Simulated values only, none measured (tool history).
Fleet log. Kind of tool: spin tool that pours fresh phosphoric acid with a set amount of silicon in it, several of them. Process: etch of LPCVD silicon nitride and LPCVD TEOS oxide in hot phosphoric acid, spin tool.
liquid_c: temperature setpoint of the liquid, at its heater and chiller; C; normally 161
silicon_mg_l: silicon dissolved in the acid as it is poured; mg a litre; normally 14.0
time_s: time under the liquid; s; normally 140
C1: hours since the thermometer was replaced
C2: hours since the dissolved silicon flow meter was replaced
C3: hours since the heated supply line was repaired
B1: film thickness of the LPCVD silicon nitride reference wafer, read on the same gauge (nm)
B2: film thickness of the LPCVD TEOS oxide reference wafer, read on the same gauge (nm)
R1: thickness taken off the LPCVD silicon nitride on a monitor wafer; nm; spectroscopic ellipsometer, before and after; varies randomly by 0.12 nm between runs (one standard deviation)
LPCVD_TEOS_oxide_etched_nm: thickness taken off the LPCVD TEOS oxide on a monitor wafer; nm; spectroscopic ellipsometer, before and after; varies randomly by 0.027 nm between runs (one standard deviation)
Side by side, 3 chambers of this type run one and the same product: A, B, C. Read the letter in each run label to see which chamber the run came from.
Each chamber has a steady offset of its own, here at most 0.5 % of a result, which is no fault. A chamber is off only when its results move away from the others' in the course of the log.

{"run": "1A", "hour": 8.7, "liquid_c": 161, "silicon_mg_l": 14.0, "time_s": 140, "C1": 1246.4, "C2": 123.7, "C3": 1906.4, "B1": 110.01, "B2": 140.02, "R1": 15.193, "LPCVD_TEOS_oxide_etched_nm": 0.36048}
{"run": "2C", "hour": 15.6, "liquid_c": 161, "silicon_mg_l": 14.0, "time_s": 140, "C1": 1224.7, "C2": 871.5, "C3": 163.4, "B1": 110.0, "B2": 140.01, "R1": 14.963, "LPCVD_TEOS_oxide_etched_nm": 0.33542}
{"hour": 15.9, "done": "chamber B: dissolved silicon flow meter replaced"}
{"run": "3B", "hour": 22.7, "liquid_c": 161, "silicon_mg_l": 14.0, "time_s": 140, "C1": 1010.2, "C2": 6.9, "C3": 238.6, "B1": 110.0, "B2": 140.02, "R1": 14.836, "LPCVD_TEOS_oxide_etched_nm": 0.36045}
{"run": "4C", "hour": 32.5, "liquid_c": 161, "silicon_mg_l": 14.0, "time_s": 140, "C1": 1241.6, "C2": 888.4, "C3": 180.3, "B1": 110.0, "B2": 139.98, "R1": 15.082, "LPCVD_TEOS_oxide_etched_nm": 0.36875}
{"run": "5B", "hour": 40.3, "liquid_c": 162, "silicon_mg_l": 14.0, "time_s": 140, "C1": 1027.8, "C2": 24.5, "C3": 256.2, "B1": 109.98, "B2": 140.01, "R1": 15.554, "LPCVD_TEOS_oxide_etched_nm": 0.41804}
{"run": "6A", "hour": 46.7, "liquid_c": 162, "silicon_mg_l": 14.0, "time_s": 140, "C1": 1284.4, "C2": 161.7, "C3": 1944.4, "B1": 110.02, "B2": 139.97, "R1": 15.733, "LPCVD_TEOS_oxide_etched_nm": 0.35786}
{"hour": 49.7, "done": "chamber A: thermometer replaced"}
{"run": "7C", "hour": 55.2, "liquid_c": 162, "silicon_mg_l": 14.0, "time_s": 140, "C1": 1264.3, "C2": 911.1, "C3": 203.0, "B1": 110.0, "B2": 140.01, "R1": 15.584, "LPCVD_TEOS_oxide_etched_nm": 0.38876}
{"run": "8B", "hour": 63.3, "liquid_c": 162, "silicon_mg_l": 14.0, "time_s": 85, "C1": 1050.8, "C2": 47.5, "C3": 279.2, "B1": 110.01, "B2": 139.97, "R1": 9.3849, "LPCVD_TEOS_oxide_etched_nm": 0.24445}
{"run": "9A", "hour": 72.4, "liquid_c": 162, "silicon_mg_l": 14.0, "time_s": 85, "C1": 22.8, "C2": 187.4, "C3": 1970.1, "B1": 109.99, "B2": 140.02, "R1": 9.4154, "LPCVD_TEOS_oxide_etched_nm": 0.24749}
{"run": "10A", "hour": 79.6, "liquid_c": 162, "silicon_mg_l": 14.0, "time_s": 85, "C1": 30.0, "C2": 194.6, "C3": 1977.3, "B1": 110.01, "B2": 140.01, "R1": 9.4839, "LPCVD_TEOS_oxide_etched_nm": 0.2149}
{"run": "11C", "hour": 88.0, "liquid_c": 161, "silicon_mg_l": 14.0, "time_s": 140, "C1": 1297.1, "C2": 943.9, "C3": 235.8, "B1": 109.99, "B2": 140.0, "R1": 14.985, "LPCVD_TEOS_oxide_etched_nm": 0.35725}
{"run": "12B", "hour": 93.2, "liquid_c": 161, "silicon_mg_l": 14.0, "time_s": 140, "C1": 1080.7, "C2": 77.4, "C3": 309.1, "B1": 110.0, "B2": 140.03, "R1": 15.073, "LPCVD_TEOS_oxide_etched_nm": 0.35776}
{"run": "13B", "hour": 100.6, "liquid_c": 161, "silicon_mg_l": 14.0, "time_s": 140, "C1": 1088.1, "C2": 84.8, "C3": 316.5, "B1": 109.99, "B2": 140.01, "R1": 15.028, "LPCVD_TEOS_oxide_etched_nm": 0.33561}
{"run": "14A", "hour": 105.5, "liquid_c": 161, "silicon_mg_l": 14.0, "time_s": 140, "C1": 55.9, "C2": 220.5, "C3": 2003.2, "B1": 110.0, "B2": 140.04, "R1": 14.609, "LPCVD_TEOS_oxide_etched_nm": 0.31743}
{"run": "15C", "hour": 112.4, "liquid_c": 161, "silicon_mg_l": 21.0, "time_s": 140, "C1": 1321.5, "C2": 968.3, "C3": 260.2, "B1": 110.01, "B2": 140.0, "R1": 14.999, "LPCVD_TEOS_oxide_etched_nm": 0.31471}
{"run": "16C", "hour": 117.1, "liquid_c": 161, "silicon_mg_l": 21.0, "time_s": 140, "C1": 1326.2, "C2": 973.0, "C3": 264.9, "B1": 110.02, "B2": 140.03, "R1": 14.939, "LPCVD_TEOS_oxide_etched_nm": 0.26839}
{"run": "17A", "hour": 125.5, "liquid_c": 161, "silicon_mg_l": 21.0, "time_s": 140, "C1": 75.9, "C2": 240.5, "C3": 2023.2, "B1": 110.0, "B2": 140.04, "R1": 14.542, "LPCVD_TEOS_oxide_etched_nm": 0.27703}
{"run": "18B", "hour": 132.0, "liquid_c": 161, "silicon_mg_l": 14.0, "time_s": 140, "C1": 1119.5, "C2": 116.2, "C3": 347.9, "B1": 109.99, "B2": 140.04, "R1": 14.973, "LPCVD_TEOS_oxide_etched_nm": 0.36811}
{"run": "19B", "hour": 139.4, "liquid_c": 161, "silicon_mg_l": 14.0, "time_s": 140, "C1": 1126.9, "C2": 123.6, "C3": 355.3, "B1": 109.99, "B2": 140.02, "R1": 15.268, "LPCVD_TEOS_oxide_etched_nm": 0.31498}
{"run": "20A", "hour": 148.9, "liquid_c": 161, "silicon_mg_l": 14.0, "time_s": 140, "C1": 99.3, "C2": 263.9, "C3": 2046.6, "B1": 109.99, "B2": 139.97, "R1": 13.966, "LPCVD_TEOS_oxide_etched_nm": 0.3213}
{"run": "21C", "hour": 158.4, "liquid_c": 161, "silicon_mg_l": 14.0, "time_s": 140, "C1": 1367.5, "C2": 1014.3, "C3": 306.2, "B1": 110.0, "B2": 139.99, "R1": 15.055, "LPCVD_TEOS_oxide_etched_nm": 0.30785}
{"run": "22B", "hour": 168.4, "liquid_c": 161, "silicon_mg_l": 14.0, "time_s": 140, "C1": 1155.9, "C2": 152.6, "C3": 384.3, "B1": 109.99, "B2": 140.01, "R1": 14.927, "LPCVD_TEOS_oxide_etched_nm": 0.39221}
{"run": "23A", "hour": 176.6, "liquid_c": 163, "silicon_mg_l": 6.5, "time_s": 140, "C1": 127.0, "C2": 291.6, "C3": 2074.3, "B1": 110.02, "B2": 140.01, "R1": 14.723, "LPCVD_TEOS_oxide_etched_nm": 0.38457}

All 3 chambers run these settings next. Forecast each chamber's results:
{"run": "24A", "hour": 183.9, "liquid_c": 161, "silicon_mg_l": 14.0, "time_s": 140, "R1": "?", "LPCVD_TEOS_oxide_etched_nm": "?"}
{"run": "24B", "hour": 183.9, "liquid_c": 161, "silicon_mg_l": 14.0, "time_s": 140, "R1": "?", "LPCVD_TEOS_oxide_etched_nm": "?"}
{"run": "24C", "hour": 183.9, "liquid_c": 161, "silicon_mg_l": 14.0, "time_s": 140, "R1": "?", "LPCVD_TEOS_oxide_etched_nm": "?"}

run=24A R1=13.4960 LPCVD_TEOS_oxide_etched_nm=0.27456
run=24B R1=15.0200 LPCVD_TEOS_oxide_etched_nm=0.34897
run=24C R1=15.1800 LPCVD_TEOS_oxide_etched_nm=0.35572
